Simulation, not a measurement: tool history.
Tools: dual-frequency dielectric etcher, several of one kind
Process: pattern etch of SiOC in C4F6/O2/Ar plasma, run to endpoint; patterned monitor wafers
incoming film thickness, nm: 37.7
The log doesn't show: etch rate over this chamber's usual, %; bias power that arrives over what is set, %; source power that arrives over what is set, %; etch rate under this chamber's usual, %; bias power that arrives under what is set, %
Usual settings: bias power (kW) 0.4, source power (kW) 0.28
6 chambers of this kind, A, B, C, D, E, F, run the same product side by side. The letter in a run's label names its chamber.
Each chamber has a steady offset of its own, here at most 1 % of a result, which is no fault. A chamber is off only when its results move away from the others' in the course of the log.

| run | day | bias power (kW) | source power (kW) | hours since the last wet clean | hours since the last bias power generator calibration | hours since the last source power generator calibration | endpoint time (s) |
|---|---|---|---|---|---|---|---|
| 1F | 0.188 | 0.4 | 0.28 | 53.7 | 2322 | 2162.8 | 15.836 |
| 2A | 0.354 | 0.4 | 0.28 | 231.4 | 299.9 | 759.4 | 15.743 |
| 3E | 0.646 | 0.4 | 0.28 | 245.3 | 2144.2 | 1883.5 | 15.542 |
| 4C | 0.896 | 0.4 | 0.28 | 154.6 | 5040.5 | 1860.5 | 15.723 |
| 5B | 1.208 | 0.4 | 0.28 | 276.7 | 983.4 | 1238.2 | 15.714 |
| 6D | 1.421 | 0.4 | 0.28 | 347.4 | 2176.4 | 133.2 | 15.988 |
| 7C | 1.733 | 0.472 | 0.24 | 174.7 | 5060.6 | 1880.6 | 15.672 |
| 8A | 2.012 | 0.472 | 0.24 | 271.2 | 339.7 | 799.2 | 15.589 |
| 9B | 2.271 | 0.472 | 0.24 | 302.2 | 1008.9 | 1263.7 | 15.803 |
| 10D | 2.646 | 0.472 | 0.24 | 376.8 | 2205.8 | 162.6 | 15.993 |
| 11E | 2.979 | 0.472 | 0.24 | 301.3 | 2200.2 | 1939.5 | 15.682 |
| 12F | 3.188 | 0.472 | 0.24 | 125.7 | 2394 | 2234.8 | 15.838 |
| 13D | 3.504 | 0.4 | 0.28 | 397.4 | 2226.4 | 183.2 | 15.81 |
| 14F | 3.783 | 0.4 | 0.28 | 140 | 2408.3 | 2249.1 | 15.576 |
| 15C | 4 | 0.4 | 0.28 | 229.1 | 5115 | 1935 | 15.627 |
|  | 4.112 | chamber C: bias power generator calibrated |
| 16E | 4.2 | 0.457 | 0.33 | 330.6 | 2229.5 | 1968.8 | 13.97 |
| 17B | 4.467 | 0.457 | 0.33 | 354.9 | 1061.6 | 1316.4 | 14.295 |
| 18A | 4.754 | 0.457 | 0.33 | 337 | 405.5 | 865 | 14.076 |
|  | 4.833 | chamber D: wet clean of the chamber |
| 19C | 4.929 | 0.457 | 0.33 | 251.4 | 19.7 | 1957.3 | 14.023 |
| 20D | 5.112 | 0.457 | 0.33 | 6.7 | 2265 | 221.8 | 14.267 |
| 21F | 5.412 | 0.457 | 0.33 | 179.1 | 2447.4 | 2288.2 | 14.007 |
| 22E | 5.683 | 0.317 | 0.33 | 366.2 | 2265.1 | 2004.4 | 16.063 |
| 23A | 5.983 | 0.317 | 0.33 | 366.5 | 435 | 894.5 | 16.067 |
|  | 6.104 | chamber E: wet clean of the chamber |
| 24B | 6.221 | 0.317 | 0.33 | 397 | 1103.7 | 1358.5 | 16.597 |
| 25A | 6.488 | 0.317 | 0.33 | 378.6 | 447.1 | 906.6 | 16.142 |
| 26C | 6.754 | 0.317 | 0.33 | 295.2 | 63.5 | 2001.1 | 16.143 |
| 27D | 6.942 | 0.317 | 0.33 | 50.6 | 2308.9 | 265.7 | 16.094 |
| 28B | 7.258 | 0.4 | 0.28 | 421.9 | 1128.6 | 1383.4 | 16.23 |
| 29F | 7.492 | 0.4 | 0.28 | 229 | 2497.3 | 2338.1 | 15.82 |
|  | 7.508 | chamber A: wet clean of the chamber |
| 30E | 7.846 | 0.4 | 0.28 | 41.9 | 2317 | 2056.3 | 15.661 |
| 31B | 8.133 | 0.4 | 0.28 | 442.9 | 1149.6 | 1404.4 | 16.27 |
| 32C | 8.438 | 0.4 | 0.28 | 335.6 | 103.9 | 2041.5 | 15.737 |
| 33D | 8.617 | 0.4 | 0.28 | 90.8 | 2349.1 | 305.9 | 15.848 |
| 34E | 8.938 | 0.4 | 0.28 | 68.1 | 2343.2 | 2082.5 | 15.756 |
| 35F | 9.208 | 0.319 | 0.33 | 270.2 | 2538.5 | 2379.3 | 16.072 |
| 36A | 9.462 | 0.319 | 0.33 | 47 | 518.5 | 978 | 16.104 |
| 37A | 9.683 | 0.319 | 0.33 | 52.3 | 523.8 | 983.3 | 16.197 |
|  | 9.817 | chamber C: wet clean of the chamber |
| 38D | 9.871 | 0.319 | 0.33 | 120.9 | 2379.2 | 336 | 16.254 |
| 39C | 10.246 | 0.319 | 0.33 | 10.3 | 147.3 | 2084.9 | 16.168 |
| 40F | 10.467 | 0.319 | 0.33 | 300.4 | 2568.7 | 2409.5 | 16.062 |
| 41B | 10.671 | 0.4 | 0.28 | 503.8 | 1210.5 | 1465.3 | 16.344 |
|  | 10.896 | chamber E: source power generator calibrated |
| 42E | 10.979 | 0.4 | 0.28 | 117.1 | 2392.2 | 2.1 | 15.537 |
| 43D | 11.15 | 0.4 | 0.28 | 151.6 | 2409.9 | 366.7 | 15.849 |
|  | 11.308 | chamber F: wet clean of the chamber |
| 44F | 11.462 | 0.4 | 0.28 | 3.7 | 2592.6 | 2433.4 | 15.813 |

Next, every chamber runs the same settings. What will each give?
| 45A | 11.733 | 0.4 | 0.31 |  |  |  | ? |
| 45B | 11.733 | 0.4 | 0.31 |  |  |  | ? |
| 45C | 11.733 | 0.4 | 0.31 |  |  |  | ? |
| 45D | 11.733 | 0.4 | 0.31 |  |  |  | ? |
| 45E | 11.733 | 0.4 | 0.31 |  |  |  | ? |
| 45F | 11.733 | 0.4 | 0.31 |  |  |  | ? |

| run | endpoint time (s) |
|---|---|
| 45A | 15.051 |
| 45B | 15.847 |
| 45C | 15.179 |
| 45D | 15.239 |
| 45E | 15.151 |
| 45F | 15.155 |
